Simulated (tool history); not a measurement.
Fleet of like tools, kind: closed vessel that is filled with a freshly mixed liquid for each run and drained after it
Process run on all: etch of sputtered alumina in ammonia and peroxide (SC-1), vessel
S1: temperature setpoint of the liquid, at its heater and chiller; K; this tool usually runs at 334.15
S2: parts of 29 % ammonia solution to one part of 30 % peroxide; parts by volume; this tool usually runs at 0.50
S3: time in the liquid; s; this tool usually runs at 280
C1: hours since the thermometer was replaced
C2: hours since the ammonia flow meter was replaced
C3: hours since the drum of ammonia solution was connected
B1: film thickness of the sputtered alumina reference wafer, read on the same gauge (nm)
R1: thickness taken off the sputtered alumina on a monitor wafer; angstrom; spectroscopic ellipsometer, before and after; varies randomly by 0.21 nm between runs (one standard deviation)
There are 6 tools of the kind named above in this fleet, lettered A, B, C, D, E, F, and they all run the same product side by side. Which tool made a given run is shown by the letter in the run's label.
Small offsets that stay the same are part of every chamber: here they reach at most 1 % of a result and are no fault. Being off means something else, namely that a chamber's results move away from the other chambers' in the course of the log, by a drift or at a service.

run 1C hour=9.1 | S1=334.15 S2=0.50 S3=280 | C1=1128.3 C2=363.1 C3=20.6 | B1=150.02 | R1=234.33
run 2D hour=16.0 | S1=334.15 S2=0.50 S3=280 | C1=678.2 C2=738.8 C3=172.1 | B1=150.00 | R1=234.57
run 3A hour=25.1 | S1=334.15 S2=0.50 S3=280 | C1=666.5 C2=1135.5 C3=234.4 | B1=150.00 | R1=233.64
run 4F hour=33.7 | S1=334.15 S2=0.50 S3=280 | C1=743.8 C2=1948.3 C3=642.2 | B1=149.99 | R1=233.84
-- hour=39.4 chamber D: new drum of ammonia solution connected
run 5E hour=41.5 | S1=334.15 S2=0.50 S3=280 | C1=725.7 C2=567.4 C3=95.2 | B1=150.02 | R1=231.36
run 6B hour=48.2 | S1=326.65 S2=0.40 S3=280 | C1=363.9 C2=399.7 C3=847.4 | B1=149.97 | R1=155.45
run 7A hour=54.6 | S1=326.65 S2=0.40 S3=280 | C1=696.0 C2=1165.0 C3=263.9 | B1=150.00 | R1=152.37
run 8E hour=60.4 | S1=326.65 S2=0.40 S3=280 | C1=744.6 C2=586.3 C3=114.1 | B1=150.03 | R1=155.11
run 9F hour=65.9 | S1=326.65 S2=0.40 S3=280 | C1=776.0 C2=1980.5 C3=674.4 | B1=150.02 | R1=153.09
-- hour=69.2 chamber A: new drum of ammonia solution connected
run 10C hour=72.3 | S1=326.65 S2=0.40 S3=280 | C1=1191.5 C2=426.3 C3=83.8 | B1=149.99 | R1=155.91
run 11B hour=81.7 | S1=326.65 S2=0.40 S3=280 | C1=397.4 C2=433.2 C3=880.9 | B1=149.98 | R1=154.51
run 12D hour=88.5 | S1=334.15 S2=0.50 S3=280 | C1=750.7 C2=811.3 C3=49.1 | B1=150.01 | R1=234.28
run 13F hour=96.2 | S1=334.15 S2=0.50 S3=280 | C1=806.3 C2=2010.8 C3=704.7 | B1=150.02 | R1=232.49
run 14B hour=102.4 | S1=334.15 S2=0.50 S3=280 | C1=418.1 C2=453.9 C3=901.6 | B1=150.00 | R1=231.52
run 15D hour=109.1 | S1=334.15 S2=0.50 S3=280 | C1=771.3 C2=831.9 C3=69.7 | B1=150.00 | R1=233.09
-- hour=113.0 chamber C: thermometer replaced
run 16C hour=114.3 | S1=334.15 S2=0.50 S3=280 | C1=1.3 C2=468.3 C3=125.8 | B1=150.01 | R1=234.59
-- hour=114.4 chamber F: ammonia flow meter replaced
-- hour=120.2 chamber B: ammonia flow meter replaced
run 17E hour=120.4 | S1=334.15 S2=0.50 S3=280 | C1=804.6 C2=646.3 C3=174.1 | B1=150.02 | R1=234.33
run 18A hour=127.7 | S1=330.65 S2=0.65 S3=280 | C1=769.1 C2=1238.1 C3=58.6 | B1=149.98 | R1=196.59
run 19E hour=133.0 | S1=330.65 S2=0.65 S3=280 | C1=817.2 C2=658.9 C3=186.7 | B1=149.98 | R1=195.34
run 20C hour=137.1 | S1=330.65 S2=0.65 S3=280 | C1=24.1 C2=491.1 C3=148.6 | B1=149.99 | R1=199.05
run 21B hour=141.5 | S1=330.65 S2=0.65 S3=280 | C1=457.2 C2=21.3 C3=940.7 | B1=150.01 | R1=202.77
run 22D hour=148.5 | S1=330.65 S2=0.65 S3=280 | C1=810.7 C2=871.3 C3=109.1 | B1=149.99 | R1=199.34
run 23A hour=156.8 | S1=330.65 S2=0.65 S3=280 | C1=798.2 C2=1267.2 C3=87.7 | B1=149.98 | R1=197.94
run 24F hour=164.9 | S1=334.15 S2=0.30 S3=280 | C1=875.0 C2=50.5 C3=773.4 | B1=149.99 | R1=223.06
run 25E hour=169.4 | S1=334.15 S2=0.30 S3=280 | C1=853.6 C2=695.3 C3=223.1 | B1=150.00 | R1=220.37
run 26A hour=175.4 | S1=334.15 S2=0.30 S3=280 | C1=816.8 C2=1285.8 C3=106.3 | B1=150.01 | R1=224.17
run 27F hour=183.8 | S1=334.15 S2=0.30 S3=280 | C1=893.9 C2=69.4 C3=792.3 | B1=150.01 | R1=226.09
run 28B hour=191.2 | S1=334.15 S2=0.30 S3=280 | C1=506.9 C2=71.0 C3=990.4 | B1=149.97 | R1=223.86
-- hour=192.3 chamber E: ammonia flow meter replaced
run 29C hour=198.8 | S1=334.15 S2=0.30 S3=280 | C1=85.8 C2=552.8 C3=210.3 | B1=150.02 | R1=218.77
run 30D hour=207.5 | S1=334.15 S2=0.50 S3=280 | C1=869.7 C2=930.3 C3=168.1 | B1=150.01 | R1=224.03
run 31D hour=216.6 | S1=334.15 S2=0.50 S3=280 | C1=878.8 C2=939.4 C3=177.2 | B1=150.00 | R1=224.83
run 32E hour=221.8 | S1=334.15 S2=0.50 S3=280 | C1=906.0 C2=29.5 C3=275.5 | B1=150.02 | R1=229.11
-- hour=225.2 chamber C: new drum of ammonia solution connected
run 33C hour=228.9 | S1=334.15 S2=0.50 S3=280 | C1=115.9 C2=582.9 C3=3.7 | B1=149.99 | R1=236.76
-- hour=229.7 chamber D: new drum of ammonia solution connected
run 34F hour=233.1 | S1=334.15 S2=0.50 S3=280 | C1=943.2 C2=118.7 C3=841.6 | B1=150.02 | R1=236.11
run 35A hour=238.8 | S1=334.15 S2=0.50 S3=280 | C1=880.2 C2=1349.2 C3=169.7 | B1=150.01 | R1=230.84
-- hour=241.6 chamber F: thermometer replaced
run 36B hour=247.2 | S1=334.15 S2=0.50 S3=280 | C1=562.9 C2=127.0 C3=1046.4 | B1=150.00 | R1=235.53
run 37F hour=251.6 | S1=334.15 S2=0.50 S3=280 | C1=10.1 C2=137.2 C3=860.1 | B1=149.99 | R1=234.83
run 38A hour=258.1 | S1=334.15 S2=0.50 S3=280 | C1=899.5 C2=1368.5 C3=189.0 | B1=150.00 | R1=229.00
run 39E hour=265.1 | S1=334.15 S2=0.65 S3=280 | C1=949.3 C2=72.8 C3=318.8 | B1=149.99 | R1=240.73
run 40B hour=272.5 | S1=334.15 S2=0.65 S3=280 | C1=588.2 C2=152.3 C3=1071.7 | B1=150.01 | R1=238.11
run 41D hour=278.1 | S1=334.15 S2=0.65 S3=280 | C1=940.3 C2=1000.9 C3=48.5 | B1=149.99 | R1=219.81
run 42C hour=283.9 | S1=334.15 S2=0.65 S3=280 | C1=170.9 C2=637.9 C3=58.7 | B1=150.00 | R1=241.66
run 43B hour=289.4 | S1=334.15 S2=0.65 S3=280 | C1=605.1 C2=169.2 C3=1088.6 | B1=150.00 | R1=242.61

All 6 chambers run these settings next. Forecast each chamber's results:
run 44A hour=296.2 | S1=334.15 S2=0.70 S3=280 | R1=?
run 44B hour=296.2 | S1=334.15 S2=0.70 S3=280 | R1=?
run 44C hour=296.2 | S1=334.15 S2=0.70 S3=280 | R1=?
run 44D hour=296.2 | S1=334.15 S2=0.70 S3=280 | R1=?
run 44E hour=296.2 | S1=334.15 S2=0.70 S3=280 | R1=?
run 44F hour=296.2 | S1=334.15 S2=0.70 S3=280 | R1=?

run=44A R1=240.77
run=44B R1=240.43
run=44C R1=239.48
run=44D R1=218.93
run=44E R1=244.28
run=44F R1=236.72
